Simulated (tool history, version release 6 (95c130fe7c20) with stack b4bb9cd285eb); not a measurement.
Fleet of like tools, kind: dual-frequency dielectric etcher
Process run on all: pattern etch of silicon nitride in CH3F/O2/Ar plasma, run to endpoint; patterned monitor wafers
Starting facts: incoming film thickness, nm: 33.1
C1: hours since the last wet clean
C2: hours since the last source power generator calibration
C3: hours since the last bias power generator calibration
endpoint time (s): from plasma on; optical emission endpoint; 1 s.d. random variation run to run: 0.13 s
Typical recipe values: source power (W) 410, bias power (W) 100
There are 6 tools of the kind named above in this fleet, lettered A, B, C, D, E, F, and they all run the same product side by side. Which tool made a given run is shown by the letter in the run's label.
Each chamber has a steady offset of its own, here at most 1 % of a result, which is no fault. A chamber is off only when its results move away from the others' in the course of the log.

run 1D hour=9.8 | source_power_(W)=410 bias_power_(W)=100 | C1=118 C2=1554.7 C3=1890.8 | endpoint_time_(s)=42.059
run 2F hour=19 | source_power_(W)=410 bias_power_(W)=100 | C1=199.4 C2=623.6 C3=2006.7 | endpoint_time_(s)=42.234
run 3C hour=28.6 | source_power_(W)=410 bias_power_(W)=100 | C1=448.8 C2=3278.1 C3=1600 | endpoint_time_(s)=42.337
run 4E hour=37.4 | source_power_(W)=410 bias_power_(W)=100 | C1=511.5 C2=1301.1 C3=4418.5 | endpoint_time_(s)=42.617
-- hour=39.6 chamber E: wet clean of the chamber
run 5A hour=47.6 | source_power_(W)=410 bias_power_(W)=100 | C1=86.9 C2=738.7 C3=1408.6 | endpoint_time_(s)=42.496
run 6B hour=58 | source_power_(W)=410 bias_power_(W)=100 | C1=198.9 C2=1836.1 C3=2994.8 | endpoint_time_(s)=41.927
run 7C hour=64.4 | source_power_(W)=410 bias_power_(W)=100 | C1=484.6 C2=3313.9 C3=1635.8 | endpoint_time_(s)=42.269
run 8F hour=74.3 | source_power_(W)=410 bias_power_(W)=100 | C1=254.7 C2=678.9 C3=2062 | endpoint_time_(s)=42.216
-- hour=80 chamber C: wet clean of the chamber
run 9E hour=82.7 | source_power_(W)=410 bias_power_(W)=100 | C1=43.1 C2=1346.4 C3=4463.8 | endpoint_time_(s)=42.391
run 10B hour=89.4 | source_power_(W)=370 bias_power_(W)=111 | C1=230.3 C2=1867.5 C3=3026.2 | endpoint_time_(s)=41.942
run 11D hour=97.5 | source_power_(W)=370 bias_power_(W)=111 | C1=205.7 C2=1642.4 C3=1978.5 | endpoint_time_(s)=42.038
run 12A hour=106.8 | source_power_(W)=370 bias_power_(W)=111 | C1=146.1 C2=797.9 C3=1467.8 | endpoint_time_(s)=42.478
run 13D hour=113.8 | source_power_(W)=370 bias_power_(W)=111 | C1=222 C2=1658.7 C3=1994.8 | endpoint_time_(s)=42.094
run 14B hour=118.5 | source_power_(W)=370 bias_power_(W)=111 | C1=259.4 C2=1896.6 C3=3055.3 | endpoint_time_(s)=42.195
run 15A hour=127.8 | source_power_(W)=370 bias_power_(W)=111 | C1=167.1 C2=818.9 C3=1488.8 | endpoint_time_(s)=42.548
run 16C hour=135.9 | source_power_(W)=410 bias_power_(W)=100 | C1=55.9 C2=3385.4 C3=1707.3 | endpoint_time_(s)=42.457
-- hour=138.9 chamber D: bias power generator calibrated
-- hour=140 chamber C: bias power generator calibrated
run 17F hour=146.1 | source_power_(W)=410 bias_power_(W)=77 | C1=326.5 C2=750.7 C3=2133.8 | endpoint_time_(s)=46.609
run 18E hour=155.2 | source_power_(W)=410 bias_power_(W)=77 | C1=115.6 C2=1418.9 C3=4536.3 | endpoint_time_(s)=46.877
run 19B hour=161.5 | source_power_(W)=410 bias_power_(W)=77 | C1=302.4 C2=1939.6 C3=3098.3 | endpoint_time_(s)=46.188
run 20C hour=171.7 | source_power_(W)=410 bias_power_(W)=77 | C1=91.7 C2=3421.2 C3=31.7 | endpoint_time_(s)=46.789
run 21D hour=178.2 | source_power_(W)=410 bias_power_(W)=77 | C1=286.4 C2=1723.1 C3=39.4 | endpoint_time_(s)=46.397
run 22F hour=184.1 | source_power_(W)=410 bias_power_(W)=77 | C1=364.5 C2=788.7 C3=2171.8 | endpoint_time_(s)=46.612
-- hour=191.8 chamber D: wet clean of the chamber
run 23E hour=193.9 | source_power_(W)=410 bias_power_(W)=100 | C1=154.3 C2=1457.6 C3=4575 | endpoint_time_(s)=42.399
run 24A hour=202.2 | source_power_(W)=410 bias_power_(W)=100 | C1=241.5 C2=893.3 C3=1563.2 | endpoint_time_(s)=42.263
run 25E hour=207.8 | source_power_(W)=410 bias_power_(W)=100 | C1=168.2 C2=1471.5 C3=4588.9 | endpoint_time_(s)=42.437
run 26B hour=214.2 | source_power_(W)=410 bias_power_(W)=100 | C1=355.1 C2=1992.3 C3=3151 | endpoint_time_(s)=42.089
run 27F hour=223.2 | source_power_(W)=410 bias_power_(W)=100 | C1=403.6 C2=827.8 C3=2210.9 | endpoint_time_(s)=42.447
-- hour=223.8 chamber B: wet clean of the chamber
run 28A hour=229.8 | source_power_(W)=410 bias_power_(W)=100 | C1=269.1 C2=920.9 C3=1590.8 | endpoint_time_(s)=42.661
run 29D hour=235.3 | source_power_(W)=410 bias_power_(W)=100 | C1=43.6 C2=1780.2 C3=96.5 | endpoint_time_(s)=44.073
run 30C hour=241 | source_power_(W)=360 bias_power_(W)=112 | C1=161 C2=3490.5 C3=101 | endpoint_time_(s)=42.482
run 31B hour=251.1 | source_power_(W)=360 bias_power_(W)=112 | C1=27.4 C2=2029.2 C3=3187.9 | endpoint_time_(s)=42.524
run 32E hour=256.7 | source_power_(W)=360 bias_power_(W)=112 | C1=217.1 C2=1520.4 C3=4637.8 | endpoint_time_(s)=42.976
run 33A hour=261.7 | source_power_(W)=360 bias_power_(W)=112 | C1=301 C2=952.8 C3=1622.7 | endpoint_time_(s)=42.554
-- hour=263.8 chamber B: bias power generator calibrated
run 34C hour=271.2 | source_power_(W)=360 bias_power_(W)=112 | C1=191.2 C2=3520.7 C3=131.2 | endpoint_time_(s)=42.725
run 35F hour=278.4 | source_power_(W)=360 bias_power_(W)=112 | C1=458.8 C2=883 C3=2266.1 | endpoint_time_(s)=42.536
run 36D hour=283.5 | source_power_(W)=410 bias_power_(W)=100 | C1=91.8 C2=1828.4 C3=144.7 | endpoint_time_(s)=43.971
run 37B hour=290.5 | source_power_(W)=410 bias_power_(W)=100 | C1=66.8 C2=2068.6 C3=26.7 | endpoint_time_(s)=42.191
run 38F hour=295.5 | source_power_(W)=410 bias_power_(W)=100 | C1=475.9 C2=900.1 C3=2283.2 | endpoint_time_(s)=42.314
run 39E hour=300.7 | source_power_(W)=410 bias_power_(W)=100 | C1=261.1 C2=1564.4 C3=4681.8 | endpoint_time_(s)=42.779
run 40A hour=311.4 | source_power_(W)=410 bias_power_(W)=100 | C1=350.7 C2=1002.5 C3=1672.4 | endpoint_time_(s)=42.328
run 41C hour=320.2 | source_power_(W)=410 bias_power_(W)=100 | C1=240.2 C2=3569.7 C3=180.2 | endpoint_time_(s)=42.24
run 42D hour=327 | source_power_(W)=410 bias_power_(W)=100 | C1=135.3 C2=1871.9 C3=188.2 | endpoint_time_(s)=43.658
run 43D hour=333.3 | source_power_(W)=410 bias_power_(W)=100 | C1=141.6 C2=1878.2 C3=194.5 | endpoint_time_(s)=43.946

Next, all 6 chambers run the settings below, one line each with question marks for the results. What does each chamber give?
run 44A hour=341 | source_power_(W)=410 bias_power_(W)=100 | endpoint_time_(s)=?
run 44B hour=341 | source_power_(W)=410 bias_power_(W)=100 | endpoint_time_(s)=?
run 44C hour=341 | source_power_(W)=410 bias_power_(W)=100 | endpoint_time_(s)=?
run 44D hour=341 | source_power_(W)=410 bias_power_(W)=100 | endpoint_time_(s)=?
run 44E hour=341 | source_power_(W)=410 bias_power_(W)=100 | endpoint_time_(s)=?
run 44F hour=341 | source_power_(W)=410 bias_power_(W)=100 | endpoint_time_(s)=?

run=44A endpoint_time_(s)=42.252
run=44B endpoint_time_(s)=42.068
run=44C endpoint_time_(s)=42.308
run=44D endpoint_time_(s)=43.988
run=44E endpoint_time_(s)=42.542
run=44F endpoint_time_(s)=42.283

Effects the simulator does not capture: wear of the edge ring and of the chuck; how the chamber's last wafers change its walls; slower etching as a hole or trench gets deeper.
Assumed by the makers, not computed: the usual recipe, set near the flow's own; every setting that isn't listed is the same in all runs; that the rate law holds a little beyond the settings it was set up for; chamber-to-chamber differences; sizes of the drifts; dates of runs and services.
